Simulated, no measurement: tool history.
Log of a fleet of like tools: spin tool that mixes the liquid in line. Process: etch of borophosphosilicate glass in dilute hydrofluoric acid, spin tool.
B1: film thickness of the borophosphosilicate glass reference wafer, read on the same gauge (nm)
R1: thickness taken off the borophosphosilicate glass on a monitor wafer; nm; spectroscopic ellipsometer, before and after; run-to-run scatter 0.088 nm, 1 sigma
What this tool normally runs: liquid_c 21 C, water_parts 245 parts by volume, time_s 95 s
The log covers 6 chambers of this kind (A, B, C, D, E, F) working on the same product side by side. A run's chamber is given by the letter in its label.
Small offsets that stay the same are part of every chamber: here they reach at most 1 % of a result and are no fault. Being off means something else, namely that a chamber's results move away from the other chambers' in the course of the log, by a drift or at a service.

{"hour": 4.8, "done": "chamber B: hydrofluoric acid flow meter replaced"}
{"run": "1A", "hour": 5.5, "liquid_c": 21, "water_parts": 245, "time_s": 95, "B1": 69.989, "R1": 13.423}
{"run": "2E", "hour": 11.8, "liquid_c": 21, "water_parts": 245, "time_s": 95, "B1": 69.99, "R1": 13.472}
{"run": "3B", "hour": 17.8, "liquid_c": 21, "water_parts": 245, "time_s": 95, "B1": 69.996, "R1": 13.405}
{"run": "4F", "hour": 22.9, "liquid_c": 21, "water_parts": 245, "time_s": 95, "B1": 70.002, "R1": 13.22}
{"run": "5C", "hour": 29.6, "liquid_c": 21, "water_parts": 245, "time_s": 95, "B1": 70.001, "R1": 13.047}
{"run": "6D", "hour": 33.8, "liquid_c": 21, "water_parts": 245, "time_s": 95, "B1": 70.012, "R1": 13.25}
{"run": "7F", "hour": 42.1, "liquid_c": 21, "water_parts": 245, "time_s": 140, "B1": 69.992, "R1": 19.594}
{"run": "8A", "hour": 50.6, "liquid_c": 21, "water_parts": 245, "time_s": 140, "B1": 69.998, "R1": 19.505}
{"run": "9C", "hour": 57.8, "liquid_c": 21, "water_parts": 245, "time_s": 140, "B1": 69.985, "R1": 19.287}
{"run": "10E", "hour": 67.1, "liquid_c": 21, "water_parts": 245, "time_s": 140, "B1": 70.008, "R1": 19.904}
{"run": "11B", "hour": 74.9, "liquid_c": 21, "water_parts": 245, "time_s": 140, "B1": 70.004, "R1": 19.598}
{"run": "12D", "hour": 83.2, "liquid_c": 21, "water_parts": 245, "time_s": 140, "B1": 69.995, "R1": 19.399}
{"run": "13D", "hour": 92.8, "liquid_c": 21, "water_parts": 245, "time_s": 95, "B1": 69.991, "R1": 13.334}
{"run": "14A", "hour": 101.2, "liquid_c": 21, "water_parts": 245, "time_s": 95, "B1": 69.996, "R1": 13.33}
{"run": "15F", "hour": 107.1, "liquid_c": 21, "water_parts": 245, "time_s": 95, "B1": 69.996, "R1": 13.337}
{"run": "16C", "hour": 114.1, "liquid_c": 21, "water_parts": 175, "time_s": 95, "B1": 69.99, "R1": 20.022}
{"run": "17B", "hour": 119.7, "liquid_c": 21, "water_parts": 175, "time_s": 95, "B1": 70, "R1": 20.179}
{"run": "18E", "hour": 125.4, "liquid_c": 21, "water_parts": 175, "time_s": 95, "B1": 70.004, "R1": 19.947}
{"run": "19D", "hour": 133.4, "liquid_c": 21, "water_parts": 175, "time_s": 95, "B1": 70.028, "R1": 19.743}
{"run": "20A", "hour": 141.6, "liquid_c": 21, "water_parts": 175, "time_s": 95, "B1": 69.987, "R1": 20.286}
{"run": "21E", "hour": 146.2, "liquid_c": 21, "water_parts": 175, "time_s": 95, "B1": 70.005, "R1": 20.039}
{"run": "22C", "hour": 151.3, "liquid_c": 21, "water_parts": 245, "time_s": 95, "B1": 70.017, "R1": 13.174}
{"run": "23B", "hour": 158.2, "liquid_c": 21, "water_parts": 185, "time_s": 95, "B1": 69.999, "R1": 18.679}
{"run": "24F", "hour": 166.2, "liquid_c": 21, "water_parts": 185, "time_s": 95, "B1": 69.997, "R1": 18.61}
{"run": "25A", "hour": 173.7, "liquid_c": 21, "water_parts": 185, "time_s": 95, "B1": 70.011, "R1": 18.872}
{"run": "26E", "hour": 179.8, "liquid_c": 21, "water_parts": 185, "time_s": 95, "B1": 70.006, "R1": 18.799}
{"run": "27F", "hour": 184.1, "liquid_c": 21, "water_parts": 185, "time_s": 95, "B1": 70.019, "R1": 18.535}
{"run": "28C", "hour": 188.8, "liquid_c": 21, "water_parts": 185, "time_s": 95, "B1": 69.992, "R1": 18.601}
{"run": "29D", "hour": 197.3, "liquid_c": 21, "water_parts": 245, "time_s": 95, "B1": 70.002, "R1": 13.171}
{"run": "30B", "hour": 204.5, "liquid_c": 21, "water_parts": 245, "time_s": 95, "B1": 70.003, "R1": 13.405}
{"run": "31E", "hour": 209.9, "liquid_c": 21, "water_parts": 245, "time_s": 95, "B1": 70.007, "R1": 13.365}
{"run": "32F", "hour": 214.9, "liquid_c": 21, "water_parts": 245, "time_s": 95, "B1": 70.005, "R1": 13.348}
{"run": "33B", "hour": 223.2, "liquid_c": 21, "water_parts": 325, "time_s": 95, "B1": 70.007, "R1": 9.5571}
{"run": "34C", "hour": 230.6, "liquid_c": 21, "water_parts": 325, "time_s": 95, "B1": 70.003, "R1": 9.1843}
{"run": "35D", "hour": 236.3, "liquid_c": 21, "water_parts": 325, "time_s": 95, "B1": 70.004, "R1": 9.2065}
{"run": "36A", "hour": 242.8, "liquid_c": 21, "water_parts": 325, "time_s": 95, "B1": 70.014, "R1": 9.3741}

Next, every chamber runs the same settings. What will each give?
{"run": "37A", "hour": 249.8, "liquid_c": 25.5, "water_parts": 245, "time_s": 95, "R1": "?"}
{"run": "37B", "hour": 249.8, "liquid_c": 25.5, "water_parts": 245, "time_s": 95, "R1": "?"}
{"run": "37C", "hour": 249.8, "liquid_c": 25.5, "water_parts": 245, "time_s": 95, "R1": "?"}
{"run": "37D", "hour": 249.8, "liquid_c": 25.5, "water_parts": 245, "time_s": 95, "R1": "?"}
{"run": "37E", "hour": 249.8, "liquid_c": 25.5, "water_parts": 245, "time_s": 95, "R1": "?"}
{"run": "37F", "hour": 249.8, "liquid_c": 25.5, "water_parts": 245, "time_s": 95, "R1": "?"}

run=37A R1=15.823
run=37B R1=15.873
run=37C R1=15.634
run=37D R1=15.539
run=37E R1=15.671
run=37F R1=15.978
